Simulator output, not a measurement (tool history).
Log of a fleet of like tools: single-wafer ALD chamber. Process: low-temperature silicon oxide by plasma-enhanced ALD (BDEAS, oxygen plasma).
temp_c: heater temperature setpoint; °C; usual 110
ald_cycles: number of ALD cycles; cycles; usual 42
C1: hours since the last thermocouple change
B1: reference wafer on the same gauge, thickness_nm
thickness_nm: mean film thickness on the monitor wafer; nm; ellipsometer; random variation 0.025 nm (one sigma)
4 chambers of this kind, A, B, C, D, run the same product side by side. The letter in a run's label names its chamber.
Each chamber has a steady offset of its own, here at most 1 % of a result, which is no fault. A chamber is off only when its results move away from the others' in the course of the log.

Run 1A, hour 7.4: usual settings; C1 1091.5; B1 6.4764. Result: thickness_nm 5.9512 nm.
Run 2D, hour 15.1: usual settings; C1 814.7; B1 6.4651. Result: thickness_nm 5.922 nm.
Run 3C, hour 19.7: usual settings; C1 152.3; B1 6.4677. Result: thickness_nm 5.9533 nm.
Run 4B, hour 25.6: usual settings; C1 1580.4; B1 6.4635. Result: thickness_nm 5.859 nm.
Run 5D, hour 31.1: usual settings; C1 830.7; B1 6.4777. Result: thickness_nm 5.9498 nm.
Run 6A, hour 38: usual settings; C1 1122.1; B1 6.467. Result: thickness_nm 5.9209 nm.
Run 7B, hour 45.1: usual settings; C1 1599.9; B1 6.4698. Result: thickness_nm 5.8863 nm.
Run 8C, hour 49.1: usual settings; C1 181.7; B1 6.4631. Result: thickness_nm 5.9272 nm.
Run 9B, hour 55.2: usual settings; C1 1610; B1 6.4668. Result: thickness_nm 5.9292 nm.
Run 10D, hour 60: usual settings but temp_c 119 °C, ald_cycles 47 cycles; C1 859.6; B1 6.4638. Result: thickness_nm 6.5016 nm.
Run 11A, hour 66.9: usual settings but temp_c 119 °C, ald_cycles 47 cycles; C1 1151; B1 6.4715. Result: thickness_nm 6.5086 nm.
Run 12C, hour 73.8: usual settings but temp_c 119 °C, ald_cycles 47 cycles; C1 206.4; B1 6.4675. Result: thickness_nm 6.5133 nm.
Run 13A, hour 77.5: usual settings but temp_c 119 °C, ald_cycles 47 cycles; C1 1161.6; B1 6.4712. Result: thickness_nm 6.4767 nm.
Run 14D, hour 84.2: usual settings; C1 883.8; B1 6.4661. Result: thickness_nm 5.958 nm.
Run 15B, hour 88.3: usual settings but temp_c 119 °C, ald_cycles 35 cycles; C1 1643.1; B1 6.4774. Result: thickness_nm 4.803 nm.
Run 16C, hour 93.6: usual settings but temp_c 119 °C, ald_cycles 35 cycles; C1 226.2; B1 6.468. Result: thickness_nm 4.846 nm.
Run 17D, hour 99.6: usual settings but temp_c 119 °C, ald_cycles 35 cycles; C1 899.2; B1 6.4715. Result: thickness_nm 4.857 nm.
Run 18C, hour 105.8: usual settings but temp_c 119 °C, ald_cycles 35 cycles; C1 238.4; B1 6.4713. Result: thickness_nm 4.8766 nm.
Run 19B, hour 109.3: usual settings; C1 1664.1; B1 6.4737. Result: thickness_nm 5.8654 nm.
Run 20A, hour 115.7: usual settings; C1 1199.8; B1 6.461. Result: thickness_nm 5.9379 nm.
Run 21A, hour 121.6: usual settings; C1 1205.7; B1 6.468. Result: thickness_nm 5.9678 nm.
Run 22D, hour 127.3: usual settings; C1 926.9; B1 6.4701. Result: thickness_nm 5.9446 nm.
Run 23B, hour 133.4: usual settings; C1 1688.2; B1 6.4697. Result: thickness_nm 5.8052 nm.
Run 24C, hour 137.6: usual settings; C1 270.2; B1 6.4652. Result: thickness_nm 5.9054 nm.
Run 25B, hour 143.6: usual settings; C1 1698.4; B1 6.4675. Result: thickness_nm 5.8862 nm.
Run 26A, hour 149.7: usual settings; C1 1233.8; B1 6.4615. Result: thickness_nm 5.9061 nm.
Run 27C, hour 156.4: usual settings; C1 289; B1 6.4695. Result: thickness_nm 5.9246 nm.
Run 28D, hour 163.7: usual settings; C1 963.3; B1 6.4723. Result: thickness_nm 5.9137 nm.
Run 29C, hour 169.7: usual settings; C1 302.3; B1 6.4707. Result: thickness_nm 5.9158 nm.

What goes on in this fleet: one chamber off, a drifting gauge, or nothing beyond the chambers' own small offsets? Name the chamber and the cause, if any.

No chamber stands off beyond its own small offset, and the gauge holds steady.
